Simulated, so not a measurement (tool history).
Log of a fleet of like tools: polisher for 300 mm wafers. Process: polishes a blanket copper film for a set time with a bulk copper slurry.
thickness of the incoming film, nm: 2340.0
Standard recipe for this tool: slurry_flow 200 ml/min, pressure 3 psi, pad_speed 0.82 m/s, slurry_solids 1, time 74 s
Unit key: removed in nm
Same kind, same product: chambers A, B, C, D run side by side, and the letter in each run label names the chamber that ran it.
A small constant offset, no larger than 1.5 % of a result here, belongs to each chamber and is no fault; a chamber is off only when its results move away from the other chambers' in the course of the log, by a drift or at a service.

-- day=0.212 chamber A: worn pad replaced by a new one
run 1D day=0.279 | slurry_flow=200 pressure=3 pad_speed=0.82 slurry_solids=1 time=74 | removed=530.96
run 2C day=0.538 | slurry_flow=200 pressure=3 pad_speed=0.82 slurry_solids=1 time=74 | removed=532.07
run 3B day=0.888 | slurry_flow=200 pressure=3 pad_speed=0.82 slurry_solids=1 time=74 | removed=535.78
-- day=1.121 chamber A: slurry nozzle cleaned
run 4A day=1.246 | slurry_flow=200 pressure=3 pad_speed=0.82 slurry_solids=1 time=74 | removed=534.83
-- day=1.421 chamber B: worn pad replaced by a new one
run 5C day=1.692 | slurry_flow=200 pressure=3 pad_speed=0.82 slurry_solids=1 time=64 | removed=452.02
-- day=1.888 chamber C: worn pad replaced by a new one
run 6B day=1.996 | slurry_flow=200 pressure=3 pad_speed=0.82 slurry_solids=1 time=64 | removed=461.99
run 7A day=2.221 | slurry_flow=200 pressure=3 pad_speed=0.82 slurry_solids=1 time=64 | removed=467.12
-- day=2.271 chamber A: slurry blender recalibrated
-- day=2.367 chamber C: slurry blender recalibrated
-- day=2.642 chamber D: slurry nozzle cleaned
run 8D day=2.662 | slurry_flow=200 pressure=3 pad_speed=0.82 slurry_solids=1 time=64 | removed=458.9
-- day=2.888 chamber D: worn pad replaced by a new one
run 9B day=3.142 | slurry_flow=200 pressure=3 pad_speed=0.82 slurry_solids=1 time=74 | removed=542.26
-- day=3.288 chamber D: slurry blender recalibrated
run 10D day=3.604 | slurry_flow=200 pressure=3 pad_speed=0.82 slurry_solids=1 time=74 | removed=525.89
-- day=3.742 chamber A: worn pad replaced by a new one
run 11C day=3.958 | slurry_flow=200 pressure=3 pad_speed=0.82 slurry_solids=1 time=74 | removed=529.98
run 12A day=4.3 | slurry_flow=200 pressure=3 pad_speed=0.82 slurry_solids=1 time=74 | removed=525.29
-- day=4.45 chamber B: slurry nozzle cleaned
-- day=4.596 chamber B: worn pad replaced by a new one
run 13C day=4.708 | slurry_flow=200 pressure=3 pad_speed=0.82 slurry_solids=1 time=74 | removed=520.71
-- day=4.721 chamber C: head pressure recalibrated
-- day=4.954 chamber C: worn pad replaced by a new one
run 14D day=5.096 | slurry_flow=200 pressure=3 pad_speed=0.82 slurry_solids=1 time=74 | removed=532.32
run 15B day=5.433 | slurry_flow=200 pressure=3 pad_speed=0.82 slurry_solids=1 time=74 | removed=537.25
-- day=5.854 chamber D: worn pad replaced by a new one
run 16A day=5.921 | slurry_flow=200 pressure=3 pad_speed=0.82 slurry_solids=1 time=74 | removed=532.16
-- day=6.154 chamber B: slurry blender recalibrated
run 17B day=6.258 | slurry_flow=200 pressure=3 pad_speed=0.82 slurry_solids=1 time=74 | removed=532.15
run 18D day=6.5 | slurry_flow=200 pressure=3 pad_speed=0.82 slurry_solids=1 time=74 | removed=527.47
-- day=6.75 chamber A: worn pad replaced by a new one
run 19A day=6.883 | slurry_flow=200 pressure=3 pad_speed=0.82 slurry_solids=1 time=74 | removed=530.72
run 20C day=7.112 | slurry_flow=200 pressure=3 pad_speed=0.82 slurry_solids=1 time=74 | removed=581.51
run 21A day=7.583 | slurry_flow=200 pressure=3 pad_speed=0.82 slurry_solids=1 time=74 | removed=533.31
-- day=7.704 chamber B: worn pad replaced by a new one
-- day=7.858 chamber C: worn pad replaced by a new one
run 22C day=8.021 | slurry_flow=200 pressure=3 pad_speed=0.82 slurry_solids=1 time=74 | removed=588.87
run 23B day=8.458 | slurry_flow=200 pressure=3 pad_speed=0.82 slurry_solids=1 time=74 | removed=535.89
run 24D day=8.888 | slurry_flow=200 pressure=2.1 pad_speed=0.82 slurry_solids=1 time=60 | removed=298.93
run 25D day=9.312 | slurry_flow=200 pressure=2.1 pad_speed=0.82 slurry_solids=1 time=60 | removed=296.1
-- day=9.342 chamber D: worn pad replaced by a new one
run 26C day=9.754 | slurry_flow=200 pressure=2.1 pad_speed=0.82 slurry_solids=1 time=60 | removed=330.76
run 27B day=10.096 | slurry_flow=200 pressure=2.1 pad_speed=0.82 slurry_solids=1 time=60 | removed=304.04
-- day=10.196 chamber A: worn pad replaced by a new one
-- day=10.454 chamber B: worn pad replaced by a new one
-- day=10.525 chamber C: worn pad replaced by a new one
run 28A day=10.529 | slurry_flow=200 pressure=3 pad_speed=0.82 slurry_solids=1 time=74 | removed=526.75
run 29B day=10.95 | slurry_flow=200 pressure=3 pad_speed=0.82 slurry_solids=1 time=74 | removed=532.37
run 30C day=11.458 | slurry_flow=200 pressure=3 pad_speed=0.82 slurry_solids=1 time=74 | removed=577.96
-- day=11.579 chamber A: slurry blender recalibrated
run 31D day=11.858 | slurry_flow=200 pressure=3 pad_speed=0.82 slurry_solids=1 time=74 | removed=533.29
run 32A day=12.321 | slurry_flow=200 pressure=3 pad_speed=0.82 slurry_solids=1 time=74 | removed=533.82
-- day=12.462 chamber D: worn pad replaced by a new one
run 33D day=12.783 | slurry_flow=200 pressure=3 pad_speed=0.82 slurry_solids=1 time=74 | removed=525.02
-- day=13.033 chamber C: worn pad replaced by a new one
run 34B day=13.058 | slurry_flow=200 pressure=3 pad_speed=0.82 slurry_solids=1 time=74 | removed=537.14
-- day=13.158 chamber B: worn pad replaced by a new one
run 35A day=13.342 | slurry_flow=200 pressure=3 pad_speed=0.82 slurry_solids=1 time=74 | removed=529.26
run 36C day=13.621 | slurry_flow=200 pressure=3 pad_speed=0.82 slurry_solids=1 time=74 | removed=578.41
-- day=13.658 chamber A: worn pad replaced by a new one
run 37C day=13.946 | slurry_flow=200 pressure=3 pad_speed=0.82 slurry_solids=1 time=74 | removed=588.58
run 38A day=14.188 | slurry_flow=200 pressure=3 pad_speed=0.74 slurry_solids=1 time=51 | removed=331.58
run 39B day=14.692 | slurry_flow=200 pressure=3 pad_speed=0.74 slurry_solids=1 time=51 | removed=328.5

Does one chamber stand apart from the rest, does the shared gauge drift, or is all well apart from small per-chamber offsets? Give the chamber and the most likely cause, where there is one.

Chamber C came out of a service off from its peers and stayed that way.
Likeliest cause: head's pressure above its setpoint, % = 9.47.

Here are 4 candidates for chamber C's next run, each the usual settings with a change, their results left as question marks. Which one brings its results back in line with what the others give on the usual settings?
In line here means within this much of the mean the other chambers give on the usual settings: removed 15 nm
run 40C-1 day=15.062 | slurry_flow=200 pressure=2.9 pad_speed=0.8 slurry_solids=1 time=72 | removed=?
run 40C-2 day=15.062 | slurry_flow=200 pressure=3.2 pad_speed=0.86 slurry_solids=1 time=78 | removed=?
run 40C-3 day=15.062 | slurry_flow=195 pressure=2.6 pad_speed=0.82 slurry_solids=0.95 time=74 | removed=?
run 40C-4 day=15.062 | slurry_flow=200 pressure=3.1 pad_speed=0.84 slurry_solids=1 time=76 | removed=?

Average result of the remaining chambers running the usual settings: removed 530.69 nm
run=40C-1 removed=533.53
run=40C-2 removed=685.07
run=40C-3 removed=497.59
run=40C-4 removed=631.76
The right change is 40C-1: it brings the chamber back within the allowed miss of the others.

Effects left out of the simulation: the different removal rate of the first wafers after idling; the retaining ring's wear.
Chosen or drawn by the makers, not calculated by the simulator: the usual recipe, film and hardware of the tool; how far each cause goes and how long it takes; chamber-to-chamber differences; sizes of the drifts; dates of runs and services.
